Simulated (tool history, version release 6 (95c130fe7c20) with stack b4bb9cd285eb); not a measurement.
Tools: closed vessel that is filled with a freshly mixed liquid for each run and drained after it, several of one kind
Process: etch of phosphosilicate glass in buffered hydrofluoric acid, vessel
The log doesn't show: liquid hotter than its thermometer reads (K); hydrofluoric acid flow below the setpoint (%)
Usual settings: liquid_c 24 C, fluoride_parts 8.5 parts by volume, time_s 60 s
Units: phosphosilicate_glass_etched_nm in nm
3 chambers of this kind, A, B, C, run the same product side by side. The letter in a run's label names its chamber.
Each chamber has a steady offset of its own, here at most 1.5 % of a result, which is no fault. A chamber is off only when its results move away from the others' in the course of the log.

run     day  liquid_c  fluoride_parts  time_s  hours since the thermometer was replaced  hours since the hydrofluoric acid flow meter was replaced  read-back film thickness of the phosphosilicate glass reference wafer, read on the same gauge (nm)  phosphosilicate_glass_etched_nm
 1B   0.438        24             8.5      60                                    1306.8                                                      701.5                                                                                              69.974                           304.37
 2C   0.696        24             8.5      60                                     799.1                                                     1064.1                                                                                              69.946                           314.24
 3A   1.025        24             8.5      60                                    1590.3                                                       67.2                                                                                              70.017                           304.79
 4C   1.521        24             8.5      60                                     818.9                                                     1083.9                                                                                              70.001                           308.41
 5B   1.825        24             8.5      60                                    1340.1                                                      734.8                                                                                              69.997                           301.21
 6A   2.183        24             8.5      60                                    1618.1                                                         95                                                                                              70.009                           302.18
 7B   2.458        24             8.5      60                                    1355.3                                                        750                                                                                              69.991                           303.53
 8C   2.975        24             8.5      60                                     853.8                                                     1118.8                                                                                              69.995                           308.97
 9A   3.254        24             8.5      60                                    1643.8                                                      120.7                                                                                              70.014                           309.21
10C   3.629        24             8.5      60                                     869.5                                                     1134.5                                                                                               70.03                           308.74
11B   3.967        24             8.5      60                                    1391.5                                                      786.2                                                                                              70.002                           301.33
12A   4.517        24             8.5      60                                    1674.1                                                        151                                                                                               69.99                           307.09
13B   4.988        24             8.5      60                                      1416                                                      810.7                                                                                              69.997                           299.96
14C   5.304        24             8.5      60                                     909.7                                                     1174.7                                                                                               69.99                           309.39
15A   5.688        24             8.5      60                                    1702.2                                                      179.1                                                                                              69.996                            305.3
16A   6.233        24             8.5      60                                    1715.3                                                      192.2                                                                                              69.974                           305.73
      6.262  -- chamber C: hydrofluoric acid flow meter replaced
      6.367  -- chamber A: thermometer replaced
17C   6.767        24             8.5      60                                     944.8                                                       12.1                                                                                              70.037                           307.16
18B   7.296        24             8.5      60                                    1471.4                                                      866.1                                                                                              69.988                           300.77
19B   7.717        24             8.5      60                                    1481.5                                                      876.2                                                                                              69.991                           299.32
20C   8.046      27.5               7      60                                     975.5                                                       42.8                                                                                              69.969                            457.5
21A   8.317      27.5               7      60                                      46.9                                                      242.2                                                                                              69.971                           452.19
22C   8.612      27.5               7      60                                     989.1                                                       56.4                                                                                              69.987                           463.68
23A   8.888        24             8.5      60                                      60.6                                                      255.9                                                                                              70.018                           305.55
24B   9.208        24             8.5      60                                    1517.3                                                        912                                                                                              69.988                           300.07
25C   9.612        24             8.5      60                                    1013.1                                                       80.4                                                                                               69.99                           309.55
26A   9.921        24             8.5      60                                      85.4                                                      280.7                                                                                              69.995                           304.39
27B  10.262        24             8.5      60                                    1542.6                                                      937.3                                                                                              70.028                            303.3
28C  10.554        24             8.5      60                                    1035.7                                                        103                                                                                              69.987                           307.55
29A    10.9        24             8.5      60                                     108.9                                                      304.2                                                                                              69.953                           303.75

What goes on in this fleet: one chamber off, a drifting gauge, or nothing beyond the chambers' own small offsets? Name the chamber and the cause, if any.

No chamber stands off beyond its own small offset, and the gauge holds steady.
